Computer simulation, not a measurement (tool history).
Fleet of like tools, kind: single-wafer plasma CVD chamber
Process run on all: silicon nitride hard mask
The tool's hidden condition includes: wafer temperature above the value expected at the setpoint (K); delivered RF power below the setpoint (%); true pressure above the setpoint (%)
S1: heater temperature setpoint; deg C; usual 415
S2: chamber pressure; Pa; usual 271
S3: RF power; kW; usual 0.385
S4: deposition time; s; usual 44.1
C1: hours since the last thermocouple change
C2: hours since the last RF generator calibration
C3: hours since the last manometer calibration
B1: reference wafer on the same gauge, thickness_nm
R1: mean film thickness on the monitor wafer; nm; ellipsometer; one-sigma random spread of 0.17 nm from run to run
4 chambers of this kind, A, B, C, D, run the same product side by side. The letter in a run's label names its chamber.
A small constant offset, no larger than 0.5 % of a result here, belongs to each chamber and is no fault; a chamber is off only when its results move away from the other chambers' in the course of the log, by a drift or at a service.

run,hour,S1,S2,S3,S4,C1,C2,C3,B1,R1
1C,5.3,415,271,0.385,44.1,640.8,822.3,1106.7,75.444,63.207
2A,9.6,415,271,0.385,44.1,773.2,157.1,598.2,75.394,63.214
3D,14.5,415,271,0.385,44.1,658.2,1083.7,1025.0,75.380,63.004
4B,19.4,415,271,0.385,44.1,1606.8,1468.8,1378.9,75.384,63.255
5C,22.9,415,271,0.420,44.1,658.4,839.9,1124.3,75.378,67.050
6A,27.1,415,271,0.420,44.1,790.7,174.6,615.7,75.438,66.598
7B,33.3,415,271,0.420,44.1,1620.7,1482.7,1392.8,75.408,66.573
8D,39.3,415,271,0.420,44.1,683.0,1108.5,1049.8,75.409,66.299
9C,45.4,415,271,0.385,44.1,680.9,862.4,1146.8,75.441,63.088
10A,49.5,415,271,0.385,44.1,813.1,197.0,638.1,75.473,63.389
11B,55.4,405,271,0.385,44.1,1642.8,1504.8,1414.9,75.373,63.497
12D,58.7,405,271,0.385,44.1,702.4,1127.9,1069.2,75.412,63.120
13C,64.0,405,271,0.385,44.1,699.5,881.0,1165.4,75.435,63.682
14A,69.4,405,271,0.385,44.1,833.0,216.9,658.0,75.357,63.592
15D,75.4,415,271,0.385,44.1,719.1,1144.6,1085.9,75.318,62.923
16B,79.6,415,271,0.385,44.1,1667.0,1529.0,1439.1,75.426,63.539
17A,86.5,415,271,0.385,44.1,850.1,234.0,675.1,75.477,63.376
18C,89.4,415,271,0.385,44.1,724.9,906.4,1190.8,75.390,63.295
19D,93.6,408,271,0.385,44.1,737.3,1162.8,1104.1,75.442,62.813
20B,98.4,408,271,0.385,44.1,1685.8,1547.8,1457.9,75.414,63.413
21D,104.9,408,271,0.385,44.1,748.6,1174.1,1115.4,75.460,63.132
22B,109.3,408,271,0.385,44.1,1696.7,1558.7,1468.8,75.401,63.633
23C,113.7,415,271,0.385,44.1,749.2,930.7,1215.1,75.363,63.440
# hour 114.0: chamber B: capacitance manometer re-zeroed and calibrated
24A,118.5,415,271,0.385,44.1,882.1,266.0,707.1,75.383,63.126
25C,123.9,415,271,0.385,44.1,759.4,940.9,1225.3,75.351,63.085
26D,128.8,415,271,0.385,44.1,772.5,1198.0,1139.3,75.385,63.133
27A,134.4,415,271,0.385,44.1,898.0,281.9,723.0,75.346,63.355
28B,138.7,415,271,0.385,44.1,1726.1,1588.1,24.7,75.447,63.627
29C,142.5,415,271,0.385,44.1,778.0,959.5,1243.9,75.403,63.189
30B,148.3,415,271,0.330,44.1,1735.7,1597.7,34.3,75.414,57.494
# hour 148.8: chamber D: capacitance manometer re-zeroed and calibrated
31D,154.4,415,271,0.330,44.1,798.1,1223.6,5.6,75.389,57.150
32A,160.8,415,271,0.330,44.1,924.4,308.3,749.4,75.392,57.302
33B,167.3,415,271,0.330,44.1,1754.7,1616.7,53.3,75.417,57.307
34D,170.6,415,271,0.450,36.0,814.3,1239.8,21.8,75.444,56.518
35A,175.5,415,271,0.450,36.0,939.1,323.0,764.1,75.396,56.758
36C,179.0,415,271,0.450,36.0,814.5,996.0,1280.4,75.438,56.862
37A,185.6,415,271,0.450,36.0,949.2,333.1,774.2,75.435,56.524
38C,191.4,410,271,0.385,44.1,826.9,1008.4,1292.8,75.413,63.583
39B,196.3,410,271,0.385,44.1,1783.7,1645.7,82.3,75.378,63.602
40D,202.1,410,271,0.385,44.1,845.8,1271.3,53.3,75.416,62.814
41B,208.1,410,271,0.385,44.1,1795.5,1657.5,94.1,75.401,63.321
42D,213.6,415,271,0.385,44.1,857.3,1282.8,64.8,75.402,63.002

Does one chamber stand apart from the rest, does the shared gauge drift, or is all well apart from small per-chamber offsets? Give the chamber and the most likely cause, where there is one.

The fleet is healthy, with each chamber sitting at its usual small offset and no drift in the gauge.
